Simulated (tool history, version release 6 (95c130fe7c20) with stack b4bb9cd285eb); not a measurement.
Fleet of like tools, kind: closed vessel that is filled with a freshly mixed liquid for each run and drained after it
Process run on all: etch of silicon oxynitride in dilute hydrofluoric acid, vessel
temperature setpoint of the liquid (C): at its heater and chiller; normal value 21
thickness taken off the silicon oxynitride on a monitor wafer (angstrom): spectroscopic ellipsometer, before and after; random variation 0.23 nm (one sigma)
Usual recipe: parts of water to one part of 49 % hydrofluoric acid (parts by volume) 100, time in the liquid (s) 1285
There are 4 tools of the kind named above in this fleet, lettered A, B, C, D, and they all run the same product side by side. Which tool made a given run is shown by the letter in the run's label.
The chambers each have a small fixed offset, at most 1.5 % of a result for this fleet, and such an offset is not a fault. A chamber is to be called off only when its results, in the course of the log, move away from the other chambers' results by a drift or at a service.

run,day,temperature setpoint of the liquid (C),parts of water to one part of 49 % hydrofluoric acid (parts by volume),time in the liquid (s),"read-back film thickness of the silicon oxynitride reference wafer, read on the same gauge (nm)",thickness taken off the silicon oxynitride on a monitor wafer (angstrom)
1B,0.375,21,100,1285,120,284.94
2D,0.712,21,100,1285,120.02,297.76
3C,0.992,21,100,1285,119.99,293.82
4A,1.367,21,100,1285,119.98,289.4
5D,1.858,21,100,1285,119.97,287.17
6B,2.342,21,100,1285,120,290.8
# day 2.579: chamber C: thermometer replaced
7C,2.925,21,100,1285,120.03,296.04
8A,3.271,21,100,1285,119.97,292.83
9B,3.808,21,100,1285,120,294.41
10D,4.312,21,100,1285,119.98,291.28
# day 4.45: chamber A: hydrofluoric acid flow meter replaced
11A,4.592,21,100,1285,120.01,295.28
# day 4.696: chamber B: thermometer replaced
12C,5.017,21,100,1285,120,294
# day 5.142: chamber B: hydrofluoric acid flow meter replaced
13C,5.433,21,100,1285,120.01,292.62
14D,6.004,21,100,1285,119.99,291.47
15A,6.579,25.5,60,1285,119.95,613.21
16B,7.067,25.5,60,1285,120,612.69
17A,7.558,25.5,60,1285,119.98,627.85
18B,8.088,25.5,60,1285,119.99,613.88
19C,8.5,21,100,1285,119.99,293.35
20D,8.921,21,100,1285,119.98,294.51
21A,9.362,21,120,970,119.99,179.02
22C,9.975,21,120,970,120.02,180.55
23D,10.4,21,120,970,120.01,181.37
24B,10.692,21,120,970,120.02,178.54
25A,11.142,21,100,1285,120.01,294.85
26B,11.704,21,100,1285,119.99,286.44
27D,12.017,23.5,100,1285,120.02,330.17
28C,12.6,23.5,100,1285,119.98,329.62
# day 12.921: chamber D: hydrofluoric acid flow meter replaced
29C,13.229,23.5,100,1285,120,331.63
30D,13.604,23.5,100,1285,119.98,326.96
31B,13.912,22.5,100,1285,119.94,310.91
32A,14.217,22.5,100,1285,120,316.72
# day 14.362: chamber D: thermometer replaced
33A,14.525,22.5,100,1285,120.06,313.46
34C,15.142,22.5,100,1285,119.98,317.36
35B,15.683,21,100,1285,120.01,289.64
36D,16.242,21,100,1285,120.03,296.51
37B,16.738,23.5,100,1285,119.98,322.14
38A,17.221,23.5,100,1285,119.96,327.95
39D,17.804,23.5,100,1285,119.97,331.78
40C,18.296,23.5,100,1285,119.98,325.51
41B,18.858,21,100,1285,120,288.86
42C,19.492,21,100,1285,120,292.09

Next, every chamber runs the same settings. What will each give?
43A,19.942,21,100,1840,,?
43B,19.942,21,100,1840,,?
43C,19.942,21,100,1840,,?
43D,19.942,21,100,1840,,?

run,thickness taken off the silicon oxynitride on a monitor wafer (angstrom)
43A,420.37
43B,413.74
43C,419.73
43D,417.98

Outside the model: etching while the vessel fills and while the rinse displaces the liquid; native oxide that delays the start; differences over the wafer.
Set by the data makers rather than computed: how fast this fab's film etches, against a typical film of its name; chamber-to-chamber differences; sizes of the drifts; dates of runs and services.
